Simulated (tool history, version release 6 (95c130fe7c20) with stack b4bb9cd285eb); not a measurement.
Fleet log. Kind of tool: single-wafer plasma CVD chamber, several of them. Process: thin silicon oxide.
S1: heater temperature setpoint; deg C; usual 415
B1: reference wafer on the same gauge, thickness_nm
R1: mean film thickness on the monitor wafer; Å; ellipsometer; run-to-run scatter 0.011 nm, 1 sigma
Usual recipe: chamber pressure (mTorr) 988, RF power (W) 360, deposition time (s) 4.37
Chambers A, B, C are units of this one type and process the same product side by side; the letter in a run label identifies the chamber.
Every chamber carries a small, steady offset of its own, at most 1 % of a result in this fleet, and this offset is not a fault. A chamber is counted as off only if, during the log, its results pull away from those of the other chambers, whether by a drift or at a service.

run 1B hour=8.2 | S1=415 chamber_pressure_(mTorr)=988 RF_power_(W)=360 deposition_time_(s)=4.37 | B1=8.6968 | R1=103.27
run 2A hour=17.4 | S1=415 chamber_pressure_(mTorr)=988 RF_power_(W)=360 deposition_time_(s)=4.37 | B1=8.6977 | R1=102.1
run 3C hour=27 | S1=415 chamber_pressure_(mTorr)=988 RF_power_(W)=360 deposition_time_(s)=4.37 | B1=8.6946 | R1=101.6
run 4C hour=36.2 | S1=415 chamber_pressure_(mTorr)=988 RF_power_(W)=360 deposition_time_(s)=4.37 | B1=8.6939 | R1=101.65
run 5B hour=42.3 | S1=415 chamber_pressure_(mTorr)=988 RF_power_(W)=360 deposition_time_(s)=4.37 | B1=8.69 | R1=103.12
run 6A hour=49.8 | S1=415 chamber_pressure_(mTorr)=988 RF_power_(W)=360 deposition_time_(s)=4.37 | B1=8.6906 | R1=102.09
-- hour=54.6 chamber C: capacitance manometer re-zeroed and calibrated
run 7A hour=61.8 | S1=415 chamber_pressure_(mTorr)=988 RF_power_(W)=360 deposition_time_(s)=4.37 | B1=8.6861 | R1=101.8
run 8B hour=70.5 | S1=415 chamber_pressure_(mTorr)=988 RF_power_(W)=360 deposition_time_(s)=4.37 | B1=8.6851 | R1=102.89
run 9C hour=82.9 | S1=415 chamber_pressure_(mTorr)=988 RF_power_(W)=360 deposition_time_(s)=4.37 | B1=8.6862 | R1=101.4
run 10B hour=89.7 | S1=415 chamber_pressure_(mTorr)=988 RF_power_(W)=360 deposition_time_(s)=4.37 | B1=8.6841 | R1=103
run 11C hour=101.1 | S1=415 chamber_pressure_(mTorr)=988 RF_power_(W)=360 deposition_time_(s)=4.37 | B1=8.6811 | R1=101.5
run 12A hour=112.9 | S1=415 chamber_pressure_(mTorr)=988 RF_power_(W)=360 deposition_time_(s)=4.37 | B1=8.6767 | R1=101.82
run 13C hour=121 | S1=415 chamber_pressure_(mTorr)=988 RF_power_(W)=360 deposition_time_(s)=4.37 | B1=8.6765 | R1=101.56
run 14A hour=133.3 | S1=415 chamber_pressure_(mTorr)=988 RF_power_(W)=360 deposition_time_(s)=4.37 | B1=8.6718 | R1=101.62
run 15B hour=139.8 | S1=415 chamber_pressure_(mTorr)=988 RF_power_(W)=360 deposition_time_(s)=4.37 | B1=8.6711 | R1=103.01
run 16A hour=146.4 | S1=415 chamber_pressure_(mTorr)=988 RF_power_(W)=360 deposition_time_(s)=4.37 | B1=8.6725 | R1=101.64
run 17C hour=152.3 | S1=415 chamber_pressure_(mTorr)=988 RF_power_(W)=360 deposition_time_(s)=4.37 | B1=8.6702 | R1=101.25
run 18B hour=161.7 | S1=415 chamber_pressure_(mTorr)=988 RF_power_(W)=360 deposition_time_(s)=4.37 | B1=8.6679 | R1=103.02
run 19C hour=174.5 | S1=415 chamber_pressure_(mTorr)=988 RF_power_(W)=360 deposition_time_(s)=4.37 | B1=8.6641 | R1=101.31
run 20A hour=181 | S1=415 chamber_pressure_(mTorr)=853 RF_power_(W)=360 deposition_time_(s)=4.37 | B1=8.6643 | R1=90.04
run 21B hour=187.8 | S1=415 chamber_pressure_(mTorr)=853 RF_power_(W)=360 deposition_time_(s)=4.37 | B1=8.6623 | R1=91.126

Read the log: is a single chamber off, either drifting away or since a service, is the gauge that measures every chamber drifting, or is nothing wrong beyond small per-chamber offsets? Name any odd chamber and what most likely caused it.

Every chamber seems to shift together because the gauge that measures them all drifts; the chambers themselves are fine.
Likeliest cause: gauge reads low (%) = 0.441.
